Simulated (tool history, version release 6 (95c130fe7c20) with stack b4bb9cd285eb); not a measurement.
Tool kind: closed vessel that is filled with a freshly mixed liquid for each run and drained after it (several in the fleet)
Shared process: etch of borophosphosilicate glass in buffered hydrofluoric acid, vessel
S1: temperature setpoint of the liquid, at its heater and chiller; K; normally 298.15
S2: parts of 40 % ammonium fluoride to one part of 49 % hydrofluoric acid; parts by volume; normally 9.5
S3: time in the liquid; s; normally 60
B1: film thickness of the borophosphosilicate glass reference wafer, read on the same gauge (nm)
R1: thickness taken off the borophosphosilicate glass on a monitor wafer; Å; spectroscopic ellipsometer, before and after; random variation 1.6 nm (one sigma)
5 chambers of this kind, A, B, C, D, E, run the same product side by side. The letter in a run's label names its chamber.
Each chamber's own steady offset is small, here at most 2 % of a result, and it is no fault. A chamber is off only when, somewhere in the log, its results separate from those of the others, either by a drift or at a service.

run,hour,S1,S2,S3,B1,R1
1A,5.4,298.15,9.5,60,40.006,1592.60
2C,9.6,298.15,9.5,60,40.006,1590.90
3E,15.4,298.15,9.5,60,39.977,1558.80
4B,22.5,298.15,9.5,60,39.997,1610.10
5D,29.5,298.15,9.5,60,40.001,1616.10
6E,36.1,298.15,9.5,60,39.976,1585.50
7B,42.0,298.15,9.5,60,40.004,1611.30
8D,46.5,298.15,9.5,60,40.012,1625.90
9C,53.0,298.15,9.5,60,40.009,1535.40
10A,59.1,298.15,9.5,60,39.979,1611.30
11D,64.6,298.15,9.5,60,39.991,1592.30
12E,71.6,298.15,9.5,60,40.008,1565.80
13A,75.8,298.15,9.5,60,39.998,1570.40
14C,79.8,298.15,9.5,60,40.006,1530.50
15B,86.3,298.15,9.5,60,40.023,1618.30
16D,93.1,298.15,9.5,60,40.020,1592.90
17B,100.1,298.15,9.5,60,39.998,1604.30
18E,107.6,301.15,9.5,85,39.985,2611.80
19C,112.1,301.15,9.5,85,39.985,2551.60
20A,116.4,301.15,9.5,85,39.980,2633.30
# hour 121.3: chamber A: hydrofluoric acid flow meter replaced
21D,123.7,301.15,9.5,85,39.983,2692.70
22A,129.9,301.15,9.5,85,39.992,2666.30
23E,137.6,298.15,9.5,60,40.013,1574.50
24B,142.1,298.15,9.5,60,40.020,1609.60
25C,150.5,298.15,9.5,60,39.994,1483.30
26B,158.7,298.15,9.5,60,39.995,1575.00
27D,163.1,301.15,8.0,60,40.006,2255.90
28C,168.3,301.15,8.0,60,39.997,2042.80
29E,172.8,301.15,8.0,60,39.999,2170.80
# hour 177.2: chamber D: thermometer replaced
30A,178.6,301.15,8.0,60,40.000,2174.60
31B,183.7,301.15,8.0,60,39.998,2220.10
32D,188.7,298.15,9.5,60,40.008,1598.60
# hour 189.2: chamber B: hydrofluoric acid flow meter replaced
33A,197.2,298.15,9.5,60,39.993,1575.30
34E,203.1,298.15,9.5,60,39.989,1532.90
35C,207.5,298.15,9.5,60,40.006,1458.80
36E,213.9,298.15,9.5,60,39.990,1565.30
37B,219.4,298.15,9.5,60,39.984,1620.00
38A,227.9,298.15,9.5,60,39.998,1582.30
39D,231.8,298.15,9.5,60,39.997,1605.00

Each of the 5 chambers runs these same settings next. Fill in every chamber's results:
40A,238.0,298.15,9.5,30,,?
40B,238.0,298.15,9.5,30,,?
40C,238.0,298.15,9.5,30,,?
40D,238.0,298.15,9.5,30,,?
40E,238.0,298.15,9.5,30,,?

run,R1
40A,774.22
40B,811.69
40C,711.42
40D,794.89
40E,774.58
